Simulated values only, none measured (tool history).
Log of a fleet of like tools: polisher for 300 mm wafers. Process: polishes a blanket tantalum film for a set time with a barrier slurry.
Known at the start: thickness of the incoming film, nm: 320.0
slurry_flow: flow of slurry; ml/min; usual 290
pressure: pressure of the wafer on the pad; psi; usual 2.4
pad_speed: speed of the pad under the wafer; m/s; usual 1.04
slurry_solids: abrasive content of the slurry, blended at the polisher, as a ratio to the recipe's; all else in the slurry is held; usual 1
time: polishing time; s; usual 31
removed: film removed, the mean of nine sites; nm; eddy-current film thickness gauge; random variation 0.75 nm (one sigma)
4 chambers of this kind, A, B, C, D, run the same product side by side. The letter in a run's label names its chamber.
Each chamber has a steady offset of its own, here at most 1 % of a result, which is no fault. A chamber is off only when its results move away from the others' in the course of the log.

Run 1C, hour 6.3: usual settings. Result: removed 73.418 nm.
At hour 6.8: chamber C: worn pad replaced by a new one.
Run 2B, hour 14.2: usual settings. Result: removed 74.272 nm.
At hour 21.2: chamber D: worn pad replaced by a new one.
Run 3D, hour 22.2: usual settings. Result: removed 73.455 nm.
At hour 29.5: chamber B: worn pad replaced by a new one.
Run 4A, hour 30.1: usual settings. Result: removed 72.482 nm.
Run 5C, hour 34.5: usual settings. Result: removed 73.315 nm.
Run 6D, hour 41.7: usual settings. Result: removed 73.611 nm.
Run 7B, hour 48.6: usual settings. Result: removed 73.558 nm.
Run 8A, hour 56: usual settings. Result: removed 73.728 nm.
Run 9D, hour 63.5: usual settings. Result: removed 73.454 nm.
At hour 65.9: chamber C: worn pad replaced by a new one.
Run 10B, hour 67.9: usual settings but pressure 2 psi, pad_speed 0.86 m/s. Result: removed 50.783 nm.
At hour 70.4: chamber D: worn pad replaced by a new one.
At hour 71.3: chamber C: slurry blender recalibrated.
Run 11C, hour 77: usual settings but pressure 2 psi, pad_speed 0.86 m/s. Result: removed 50.767 nm.
Run 12A, hour 81.9: usual settings but pressure 2 psi, pad_speed 0.86 m/s. Result: removed 49.604 nm.
Run 13C, hour 89.4: usual settings but pressure 2 psi, pad_speed 0.86 m/s. Result: removed 51.152 nm.
At hour 92: chamber B: worn pad replaced by a new one.
Run 14B, hour 95.5: usual settings. Result: removed 73.743 nm.
At hour 98.9: chamber B: slurry blender recalibrated.
Run 15A, hour 103.6: usual settings. Result: removed 72.079 nm.
Run 16D, hour 107.9: usual settings. Result: removed 75.984 nm.
At hour 111.1: chamber C: worn pad replaced by a new one.
Run 17D, hour 116.5: usual settings. Result: removed 73.101 nm.
Run 18C, hour 122: usual settings. Result: removed 72.568 nm.
Run 19B, hour 127.8: usual settings. Result: removed 73.535 nm.
At hour 128.7: chamber D: worn pad replaced by a new one.
Run 20A, hour 133.8: usual settings. Result: removed 70.231 nm.
Run 21B, hour 142: usual settings. Result: removed 73.251 nm.
Run 22A, hour 147.2: usual settings. Result: removed 69.239 nm.
Run 23D, hour 156: usual settings. Result: removed 75.608 nm.
At hour 158.6: chamber B: worn pad replaced by a new one.
At hour 161.6: chamber C: slurry nozzle cleaned.
At hour 162.4: chamber C: worn pad replaced by a new one.
Run 24C, hour 163.5: usual settings. Result: removed 74.236 nm.
At hour 170.3: chamber C: head pressure recalibrated.
Run 25D, hour 172.4: usual settings. Result: removed 73.491 nm.
Run 26C, hour 179.6: usual settings. Result: removed 73.352 nm.
At hour 183.2: chamber D: worn pad replaced by a new one.
Run 27B, hour 185: usual settings. Result: removed 72.474 nm.
Run 28A, hour 192.2: usual settings. Result: removed 66.005 nm.
Run 29B, hour 197.2: usual settings. Result: removed 74.327 nm.
At hour 199.5: chamber C: slurry blender recalibrated.
Run 30D, hour 206.3: usual settings. Result: removed 74.348 nm.
Run 31C, hour 211.8: usual settings. Result: removed 72.77 nm.
At hour 214.4: chamber A: slurry blender recalibrated.
At hour 215.9: chamber B: worn pad replaced by a new one.
Run 32A, hour 215.9: usual settings. Result: removed 65.66 nm.
At hour 222: chamber C: worn pad replaced by a new one.
Run 33D, hour 224.2: usual settings but pad_speed 0.9 m/s, slurry_solids 1.25. Result: removed 67.49 nm.
Run 34C, hour 228.7: usual settings but pad_speed 0.9 m/s, slurry_solids 1.25. Result: removed 66.117 nm.
At hour 232.6: chamber B: slurry blender recalibrated.
Run 35A, hour 233.7: usual settings but pad_speed 0.9 m/s, slurry_solids 1.25. Result: removed 60.567 nm.
At hour 234.4: chamber B: slurry nozzle cleaned.
Run 36B, hour 241.9: usual settings but pad_speed 0.9 m/s, slurry_solids 1.25. Result: removed 68.518 nm.
Run 37B, hour 246.9: usual settings. Result: removed 74.295 nm.
Run 38C, hour 252.1: usual settings. Result: removed 74.798 nm.
Run 39A, hour 259.3: usual settings. Result: removed 63.445 nm.

What goes on in this fleet: one chamber off, a drifting gauge, or nothing beyond the chambers' own small offsets? Name the chamber and the cause, if any.

Chamber A drifts away from the others.
Cause: removal rate lost through wear of the pad, % = 12.4.
The log may not tell that from: head's pressure below its setpoint, %.

Here are 4 candidates for chamber A's next run, each the usual settings with a change, their results left as question marks. Which one brings its results back in line with what the others give on the usual settings?
In line means no further than this from the other chambers' mean on the usual settings: removed 2.6 nm
Run 40A-1, hour 266: usual settings but slurry_flow 285 ml/min, pressure 2.2 psi, pad_speed 0.94 m/s, time 28 s. Result: removed ?.
Run 40A-2, hour 266: usual settings but pressure 2.5 psi, pad_speed 1.08 m/s, time 33 s. Result: removed ?.
Run 40A-3, hour 266: usual settings but slurry_flow 300 ml/min, pressure 3.1 psi, slurry_solids 1.05. Result: removed ?.
Run 40A-4, hour 266: usual settings but pressure 2.2 psi, time 29 s. Result: removed ?.

The other chambers' mean on the usual settings: removed 73.645 nm
  run  removed
40A-1   47.705
40A-2   73.637
40A-3    84.08
40A-4   54.779
40A-2 brings the chamber back in line.
